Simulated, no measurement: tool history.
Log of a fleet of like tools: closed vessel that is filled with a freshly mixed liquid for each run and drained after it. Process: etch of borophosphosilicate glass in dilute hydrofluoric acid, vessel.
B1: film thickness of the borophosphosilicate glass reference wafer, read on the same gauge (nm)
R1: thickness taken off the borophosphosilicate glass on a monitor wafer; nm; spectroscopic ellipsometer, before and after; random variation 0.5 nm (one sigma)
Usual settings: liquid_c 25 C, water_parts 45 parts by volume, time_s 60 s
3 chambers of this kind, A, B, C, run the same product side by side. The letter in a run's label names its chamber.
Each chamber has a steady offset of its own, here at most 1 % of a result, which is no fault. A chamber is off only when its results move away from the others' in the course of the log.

At hour 11.9: chamber C: hydrofluoric acid flow meter replaced.
Run 1C, hour 13.6: usual settings; B1 40.025. Result: R1 75.718 nm.
Run 2B, hour 25.9: usual settings; B1 39.973. Result: R1 75.654 nm.
Run 3A, hour 38.8: usual settings; B1 40.022. Result: R1 76.103 nm.
Run 4B, hour 52.5: usual settings; B1 40.005. Result: R1 75.172 nm.
Run 5A, hour 60.1: usual settings; B1 39.977. Result: R1 77.289 nm.
Run 6C, hour 72.1: usual settings; B1 40.015. Result: R1 75.747 nm.
Run 7C, hour 81.4: usual settings; B1 40.006. Result: R1 76.233 nm.
Run 8A, hour 91.7: usual settings but water_parts 55 parts by volume; B1 39.997. Result: R1 60.79 nm.
At hour 100.9: chamber B: thermometer replaced.
Run 9B, hour 102.2: usual settings but water_parts 55 parts by volume; B1 40. Result: R1 61.618 nm.
Run 10A, hour 110: usual settings but water_parts 55 parts by volume; B1 39.997. Result: R1 60.617 nm.
Run 11B, hour 120.7: usual settings; B1 39.962. Result: R1 75.708 nm.
At hour 130.1: chamber B: hydrofluoric acid flow meter replaced.
Run 12C, hour 130.6: usual settings; B1 39.978. Result: R1 75.758 nm.
Run 13B, hour 141: usual settings; B1 40.043. Result: R1 74.776 nm.
Run 14A, hour 147.8: usual settings; B1 39.989. Result: R1 74.389 nm.
Run 15C, hour 154.4: usual settings; B1 39.996. Result: R1 75.429 nm.
Run 16A, hour 163: usual settings; B1 40.032. Result: R1 75.38 nm.
Run 17C, hour 169.6: usual settings; B1 39.994. Result: R1 75.265 nm.
Run 18B, hour 179.7: usual settings; B1 40. Result: R1 74.401 nm.
Run 19A, hour 193.1: usual settings; B1 40. Result: R1 74.074 nm.
Run 20B, hour 202.6: usual settings; B1 39.988. Result: R1 76.445 nm.
Run 21C, hour 209.7: usual settings; B1 40.023. Result: R1 75.434 nm.
Run 22B, hour 216.4: usual settings; B1 40.001. Result: R1 75.856 nm.
Run 23C, hour 224: usual settings; B1 40.009. Result: R1 76.298 nm.
Run 24A, hour 236.5: usual settings; B1 39.967. Result: R1 74.093 nm.
Run 25A, hour 242.8: usual settings; B1 40.024. Result: R1 73.377 nm.
Run 26B, hour 254.1: usual settings; B1 40.004. Result: R1 74.669 nm.
Run 27C, hour 266.6: usual settings but liquid_c 28 C, water_parts 55 parts by volume; B1 40.028. Result: R1 68.688 nm.
Run 28A, hour 276.6: usual settings but liquid_c 28 C, water_parts 55 parts by volume; B1 39.995. Result: R1 67.768 nm.
Run 29C, hour 284.9: usual settings but liquid_c 28 C, water_parts 55 parts by volume; B1 39.999. Result: R1 69.673 nm.
Run 30B, hour 291.3: usual settings but time_s 50 s; B1 39.993. Result: R1 63.831 nm.
Run 31A, hour 300.7: usual settings but time_s 50 s; B1 40.005. Result: R1 61.422 nm.
Run 32C, hour 309.9: usual settings but time_s 50 s; B1 39.983. Result: R1 62.872 nm.
Run 33B, hour 316: usual settings; B1 39.993. Result: R1 75.967 nm.
Run 34C, hour 327.6: usual settings; B1 39.97. Result: R1 76.524 nm.
Run 35A, hour 336.8: usual settings; B1 39.968. Result: R1 72.473 nm.
Run 36B, hour 343.1: usual settings; B1 40.027. Result: R1 75.517 nm.
Run 37A, hour 350.1: usual settings; B1 39.963. Result: R1 72.849 nm.
Run 38C, hour 360.8: usual settings; B1 40.002. Result: R1 75.818 nm.
Run 39B, hour 370.3: usual settings; B1 40.001. Result: R1 75.606 nm.
Run 40B, hour 383.6: usual settings; B1 39.961. Result: R1 75.638 nm.
Run 41C, hour 393.4: usual settings; B1 40. Result: R1 76.526 nm.
Run 42A, hour 402.6: usual settings; B1 39.988. Result: R1 71.619 nm.
Run 43C, hour 414.7: usual settings; B1 39.992. Result: R1 76.001 nm.

Is one chamber off against the others, does the gauge drift, or is nothing wrong? If a chamber is off, say which, and what the likeliest cause is.

Chamber A drifts away from the others.
Cause: liquid colder than its thermometer reads (K) = 1.52.
The log may not tell that from: hydrofluoric acid flow below the setpoint (%).

Here are 4 candidates for chamber A's next run, each the usual settings with a change, their results left as question marks. Which one brings its results back in line with what the others give on the usual settings?
In line means no further than this from the other chambers' mean on the usual settings: R1 1.8 nm
Run 44A-1, hour 424.5: usual settings but liquid_c 22.5 C. Result: R1 ?.
Run 44A-2, hour 424.5: usual settings but liquid_c 25.5 C, time_s 65 s. Result: R1 ?.
Run 44A-3, hour 424.5: usual settings but liquid_c 23.5 C. Result: R1 ?.
Run 44A-4, hour 424.5: usual settings but liquid_c 26.5 C. Result: R1 ?.

The other chambers' mean on the usual settings: R1 75.867 nm
  run      R1
44A-1  64.919
44A-2  79.895
44A-3   67.77
44A-4   76.88
44A-4 brings the chamber back in line.
